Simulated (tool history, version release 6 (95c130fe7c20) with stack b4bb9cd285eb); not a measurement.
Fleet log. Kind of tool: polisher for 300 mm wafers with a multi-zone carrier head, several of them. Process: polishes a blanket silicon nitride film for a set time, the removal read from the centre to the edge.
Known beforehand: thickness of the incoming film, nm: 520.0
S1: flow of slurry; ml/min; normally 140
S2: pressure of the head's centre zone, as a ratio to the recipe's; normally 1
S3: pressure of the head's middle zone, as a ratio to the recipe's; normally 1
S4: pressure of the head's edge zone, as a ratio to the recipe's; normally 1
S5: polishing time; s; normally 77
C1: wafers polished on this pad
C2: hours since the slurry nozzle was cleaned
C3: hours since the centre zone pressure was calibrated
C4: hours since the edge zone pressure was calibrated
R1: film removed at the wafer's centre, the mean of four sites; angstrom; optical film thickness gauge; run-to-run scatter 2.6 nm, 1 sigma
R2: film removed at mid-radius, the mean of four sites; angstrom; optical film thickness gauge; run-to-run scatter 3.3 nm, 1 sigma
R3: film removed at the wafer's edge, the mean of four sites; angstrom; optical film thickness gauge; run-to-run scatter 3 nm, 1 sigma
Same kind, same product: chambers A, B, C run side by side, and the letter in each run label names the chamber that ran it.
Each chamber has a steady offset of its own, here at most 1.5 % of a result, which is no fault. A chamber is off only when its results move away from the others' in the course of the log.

run    day   S1  S2  S3  S4  S5    C1     C2      C3     C4      R1      R2      R3
     0.017  -- chamber A: slurry nozzle cleaned
 1A  0.229  140   1   1   1  77   617    5.1   889.2  437.4  2218.9  2202.1  2139.4
     0.375  -- chamber C: centre zone pressure recalibrated
 2C  0.517  140   1   1   1  77   547  270.1     3.5  668.3  2177.4  2234.8  2208.8
 3B  0.796  140   1   1   1  77   905   90.8   366.1  467.7  2200.9  2117.4  2237.3
     0.812  -- chamber C: worn pad replaced by a new one
 4C  1.042  140   1   1   1  77    60  282.7    16.1  680.9  2171.8  2235.3  2196.3
 5B  1.246  140   1   1   1  77  1022  101.6   376.9  478.5  2216.9    2148  2210.8
 6A  1.517  140   1   1   1  77   952     36   920.1  468.3  2167.7  2166.3  2229.5
 7B  1.783  140   1   1   1  77  1162  114.5   389.8  491.4  2177.9  2182.8    2251
     2.004  -- chamber A: worn pad replaced by a new one
     2.017  -- chamber B: worn pad replaced by a new one
 8C  2.083  140   1   1   1  77   331  307.7    41.1  705.9  2206.8  2187.1    2175
 9A  2.242  140   1   1   1  77    61   53.4   937.5  485.7  2227.4  2172.9  2233.2
10B    2.4  140   1   1   1  77   100  129.3   404.6  506.2  2246.7  2203.5  2125.1
     2.512  -- chamber C: slurry nozzle cleaned
11C  2.538  140   1   1   1  56   449    0.7      52  716.8  1611.5    1591  1579.1
12A  2.692  140   1   1   1  56   179   64.2   948.3  496.5    1566  1559.8  1659.9
13B  2.892  140   1   1   1  56   228  141.1   416.4    518  1591.1  1585.8    1608
14C  3.175  140   1   1   1  77   615     16    67.3  732.1  2248.9  2160.8  2151.6
15A  3.421  140   1   1   1  77   369   81.7   965.8    514    2148  2188.9  2253.7
16C   3.65  140   1   1   1  77   739   27.4    78.7  743.5  2228.7  2265.4  2191.7
     3.654  -- chamber C: worn pad replaced by a new one
17A  3.796  140   1   1   1  77   466   90.7   974.8    523  2198.4    2217  2200.5
18B  4.033  140   1   1   1  77   525  168.5   443.8  545.4  2222.4  2203.4  2180.3
19C  4.321  140   1   1   1  77   174   43.5    94.8  759.6    2208  2218.9    2189
20A  4.579  140   1   1   1  77   670  109.5   993.6  541.8  2221.3  2160.6  2219.3
21B  4.862  140   1   1   1  77   741  188.4   463.7  565.3  2194.1  2204.4  2197.9
22A  5.042  140   1   1   1  77   791  120.6  1004.7  552.9  2199.8  2203.2  2257.5
23C  5.338  140   1   1   1  77   439   67.9   119.2    784  2198.1  2178.1  2158.9
24B    5.5  140   1   1   1  77   907  203.7     479  580.6  2189.4  2146.6  2185.8
25C  5.788  140   1   1   1  77   556   78.7     130  794.8  2212.8    2234  2176.2

Is one chamber off against the others, does the gauge drift, or is nothing wrong? If a chamber is off, say which, and what the likeliest cause is.

All chambers stay in line apart from their small fixed offsets, and the gauge does not drift.

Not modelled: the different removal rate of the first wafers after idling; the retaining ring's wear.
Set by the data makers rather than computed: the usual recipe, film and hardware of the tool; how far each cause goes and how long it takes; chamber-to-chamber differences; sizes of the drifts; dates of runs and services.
